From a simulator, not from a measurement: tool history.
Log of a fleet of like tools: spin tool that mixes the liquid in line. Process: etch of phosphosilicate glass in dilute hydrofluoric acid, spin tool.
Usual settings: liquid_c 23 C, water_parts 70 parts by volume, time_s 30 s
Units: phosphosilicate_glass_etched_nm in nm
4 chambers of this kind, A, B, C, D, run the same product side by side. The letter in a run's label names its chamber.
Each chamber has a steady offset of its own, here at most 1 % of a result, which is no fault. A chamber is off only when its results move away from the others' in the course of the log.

run,hour,liquid_c,water_parts,time_s,"read-back film thickness of the phosphosilicate glass reference wafer, read on the same gauge (nm)",phosphosilicate_glass_etched_nm
1D,5.8,23,70,30,129.98,57.634
2C,11.6,23,70,30,129.99,58.924
3A,24,23,70,30,130.02,59.374
4B,34.6,23,70,30,129.98,57.742
5A,41.4,23,70,30,129.99,58.401
6D,51.9,23,70,30,130,58.943
7B,59.8,20.5,105,30,129.97,33.45
8C,71,20.5,105,30,130.03,33.86
9B,82.6,20.5,105,30,129.99,33.689
10D,93.8,20.5,105,30,129.98,33.094
11C,103.3,23,70,30,129.99,57.794
12A,111.4,23,70,30,130,58.277
13B,120.5,23,70,30,130,58.166
# hour 126.6: chamber D: thermometer replaced
# hour 129.2: chamber D: hydrofluoric acid flow meter replaced
14D,129.8,23,70,30,129.99,59.098
15A,141.3,23,70,30,130,59.244
16C,147.2,23,70,30,130.01,56.347
17D,155.7,23,70,30,129.99,59.189
18C,166.5,23,70,30,129.97,56.922
19A,174.1,26,90,30,129.99,50.946
20B,184.9,26,90,30,130.02,49.536
21B,198,26,90,30,130.03,50.012
22A,204.9,26,90,30,129.99,49.896
# hour 207.2: chamber B: thermometer replaced
23C,215.2,23,70,30,129.99,56.285
24D,224.7,23,70,30,130,58.951
25D,237.8,23,70,30,130,59.107
26B,247.6,23,70,30,129.98,57.86
27C,255.2,27.5,70,45,130,100.87
28A,262.3,27.5,70,45,130,106.47
29D,269.1,27.5,70,45,130.03,107.21
30A,281.9,27.5,70,45,129.98,106.51
31B,290.6,23,70,30,129.99,57.527
32C,301.2,23,70,30,129.99,55.721
# hour 301.5: chamber A: hydrofluoric acid flow meter replaced
33C,312.9,23,70,30,130.02,55.951
34A,323.2,23,70,30,130.01,59.371
35D,334.1,23,70,30,130,59.019
36B,342.5,23,35,40,130.03,159.9

All 4 chambers run these settings next. Forecast each chamber's results:
37A,351.9,23,70,50,,?
37B,351.9,23,70,50,,?
37C,351.9,23,70,50,,?
37D,351.9,23,70,50,,?

run,phosphosilicate_glass_etched_nm
37A,98.849
37B,97.738
37C,91.415
37D,98.55

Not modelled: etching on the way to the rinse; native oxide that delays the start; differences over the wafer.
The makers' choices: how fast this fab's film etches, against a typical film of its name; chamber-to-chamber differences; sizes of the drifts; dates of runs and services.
